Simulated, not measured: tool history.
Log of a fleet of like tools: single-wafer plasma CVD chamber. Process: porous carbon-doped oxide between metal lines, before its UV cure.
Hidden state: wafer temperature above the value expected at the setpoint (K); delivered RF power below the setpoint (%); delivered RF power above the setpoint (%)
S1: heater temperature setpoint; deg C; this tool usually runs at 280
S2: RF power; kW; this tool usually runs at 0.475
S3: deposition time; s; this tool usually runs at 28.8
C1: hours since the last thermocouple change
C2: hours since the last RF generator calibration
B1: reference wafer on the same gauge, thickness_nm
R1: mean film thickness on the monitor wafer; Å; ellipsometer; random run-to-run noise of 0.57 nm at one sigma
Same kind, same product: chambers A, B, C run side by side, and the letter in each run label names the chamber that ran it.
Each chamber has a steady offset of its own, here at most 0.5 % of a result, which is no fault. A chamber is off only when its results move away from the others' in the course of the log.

run	hour	S1	S2	S3	C1	C2	B1	R1
1C	4.7	280	0.475	28.8	1912.4	363.4	179.87	1692.1
2B	8.2	280	0.475	28.8	2316.9	1043.4	179.92	1708.6
3A	12.9	280	0.475	28.8	2835.4	585.1	179.87	1703.9
4C	17.8	280	0.475	28.8	1925.5	376.5	180.02	1696
5B	22.9	280	0.475	28.8	2331.6	1058.1	180.02	1696.6
6A	25.6	280	0.475	28.8	2848.1	597.8	180.04	1706.5
7A	28.3	280	0.475	28.8	2850.8	600.5	179.92	1700.1
8B	34.2	280	0.475	28.8	2342.9	1069.4	179.98	1704.8
9C	39.5	280	0.475	28.8	1947.2	398.2	180.02	1696.2
10C	45.2	280	0.475	28.8	1952.9	403.9	179.96	1699.7
11B	48.7	280	0.475	28.8	2357.4	1083.9	179.94	1700
12A	52.1	280	0.475	28.8	2874.6	624.3	180.03	1703
13A	58	268	0.475	28.8	2880.5	630.2	179.98	1846.8
14C	63.2	268	0.475	28.8	1970.9	421.9	179.87	1828.7
15B	68.8	268	0.475	28.8	2377.5	1104	179.94	1805.1
16B	73.2	280	0.475	28.8	2381.9	1108.4	179.92	1676.9
17A	77.5	280	0.475	28.8	2900	649.7	180.03	1706.3
18C	81.6	280	0.475	28.8	1989.3	440.3	180.27	1696.8
19B	86.2	268	0.475	28.8	2394.9	1121.4	179.88	1811.9
20A	90.7	268	0.475	28.8	2913.2	662.9	180.05	1834.5
21C	94.2	268	0.475	28.8	2001.9	452.9	180.05	1838
22A	97.5	280	0.475	28.8	2920	669.7	180.15	1704
23C	101.1	280	0.475	28.8	2008.8	459.8	180.07	1700.8
24B	105.8	280	0.475	28.8	2414.5	1141	180.06	1657.4
25C	111.2	268	0.475	28.8	2018.9	469.9	179.92	1837.2
26A	114.4	268	0.475	28.8	2936.9	686.6	180.06	1848.8
27B	118.7	268	0.475	28.8	2427.4	1153.9	179.93	1778.5
28A	123.5	280	0.475	28.8	2946	695.7	180	1702.1
29C	128.1	273	0.54	28.8	2035.8	486.8	179.9	1920.7

All chambers now run identical settings, listed one chamber a line with results as question marks. What results will each chamber show?
30A	132.3	280	0.475	32.2				?
30B	132.3	280	0.475	32.2				?
30C	132.3	280	0.475	32.2				?

run	R1
30A	1890.2
30B	1832.7
30C	1882.4
